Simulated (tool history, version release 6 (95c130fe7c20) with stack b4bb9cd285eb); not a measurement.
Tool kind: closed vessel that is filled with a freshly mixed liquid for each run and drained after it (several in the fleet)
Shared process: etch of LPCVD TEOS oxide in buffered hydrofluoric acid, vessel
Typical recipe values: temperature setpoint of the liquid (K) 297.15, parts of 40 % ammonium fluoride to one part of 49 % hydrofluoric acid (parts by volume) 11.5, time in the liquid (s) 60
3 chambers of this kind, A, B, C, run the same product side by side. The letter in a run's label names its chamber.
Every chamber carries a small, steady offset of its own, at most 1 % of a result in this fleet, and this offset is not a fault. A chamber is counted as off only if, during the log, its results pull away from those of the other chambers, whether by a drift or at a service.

run	hour	temperature setpoint of the liquid (K)	parts of 40 % ammonium fluoride to one part of 49 % hydrofluoric acid (parts by volume)	time in the liquid (s)	read-back film thickness of the LPCVD TEOS oxide reference wafer, read on the same gauge (nm)	thickness taken off the LPCVD TEOS oxide on a monitor wafer (angstrom)
1C	6.5	297.15	11.5	60	69.959	1825.7
2A	16.5	297.15	11.5	60	69.991	1808.1
3B	22.2	297.15	11.5	60	70.004	1799.8
4A	31.9	297.15	11.5	60	70.016	1789.1
5B	38.3	297.15	11.5	60	70.008	1831.1
6C	47.2	297.15	11.5	60	70.026	1829.8
7B	57.2	297.15	11.5	60	69.955	1830.5
8C	64	297.15	11.5	80	69.989	2420
9A	72.1	297.15	11.5	80	69.945	2403.8
10A	81.4	297.15	11.5	80	70.03	2448.8
11C	88.8	297.15	11.5	60	70.01	1824.1
12B	99	297.15	11.5	60	69.987	1828.5
13B	109.8	297.15	11.5	60	70.031	1827.7
14A	116.5	297.15	11.5	60	70.017	1788.7
15C	127.2	297.15	11.5	60	69.994	1825.8
16C	138.4	297.15	11.5	60	70.019	1785
# hour 141.3: chamber B: thermometer replaced
17B	148.2	297.15	11.5	60	69.979	1840.1
18A	154.9	297.15	11.5	60	70.007	1794.3
# hour 161.6: chamber A: thermometer replaced
19A	164.5	297.15	11.5	60	70.047	1813.1
20C	174.3	297.15	11.5	60	69.983	1803
21B	183.4	297.15	11.5	60	70.037	1822.9
22C	192.7	297.15	11.5	60	69.996	1801.3
23A	204.1	297.15	11.5	60	69.989	1806.1
24B	209.8	297.15	11.5	60	70.005	1824.4
25B	218.6	297.15	11.5	60	69.979	1810.6
26A	225.3	297.15	11.5	60	69.971	1820.7
27C	237.5	297.15	11.5	60	69.976	1763.1
28A	249.2	297.15	14.5	45	69.972	1077.6
29C	258.9	297.15	14.5	45	70.009	1062.9
30B	271.1	297.15	14.5	45	70.02	1085.6
31B	277.8	297.15	11.5	60	69.968	1834.2
32A	287.2	297.15	11.5	60	69.983	1805
33C	295.6	297.15	11.5	60	70.017	1762.2
34A	305.9	297.15	11.5	60	70.01	1804.3
35C	316	297.15	11.5	60	70.006	1763.6
36B	325.2	297.15	11.5	60	69.948	1792.6
37B	331.6	297.15	11.5	60	69.98	1850
38A	343	297.15	11.5	60	69.987	1806.4
39C	354.7	295.65	8	60	69.972	2195.3
40B	363.4	295.65	8	60	70.03	2326.9
41C	372.9	295.65	8	60	69.98	2202.2
42A	378.8	297.15	11.5	60	69.959	1798.3

Decide between three cases: one chamber stands off from its peers, the gauge reading all wafers drifts, or nothing is wrong past each chamber's small offset. Where a chamber is off, say which and what most likely put it there.

Little by little, chamber C moves away from the other chambers.
Most likely cause: hydrofluoric acid flow below the setpoint (%) = 5.2.
Not necessarily distinguishable in this log from: liquid colder than its thermometer reads (K).

Chamber C could run next with any of the 4 candidate recipes listed below; each alters the usual settings, and their results appear as question marks. Which one brings its results back in line with what the other chambers deliver on the usual settings?
In-line tolerance around the mean of the other chambers on the usual settings: thickness taken off the LPCVD TEOS oxide on a monitor wafer (angstrom) 45
43C-1	388	297.15	11.5	65		?
43C-2	388	297.15	12	60		?
43C-3	388	297.15	11.5	55		?
43C-4	388	297.15	11	60		?

On the usual settings, the other chambers give on average: thickness taken off the LPCVD TEOS oxide on a monitor wafer (angstrom) 1815.8
run	thickness taken off the LPCVD TEOS oxide on a monitor wafer (angstrom)
43C-1	1891.4
43C-2	1675.8
43C-3	1600.4
43C-4	1822.3
The right change is 43C-4: it brings the chamber back within the allowed miss of the others.
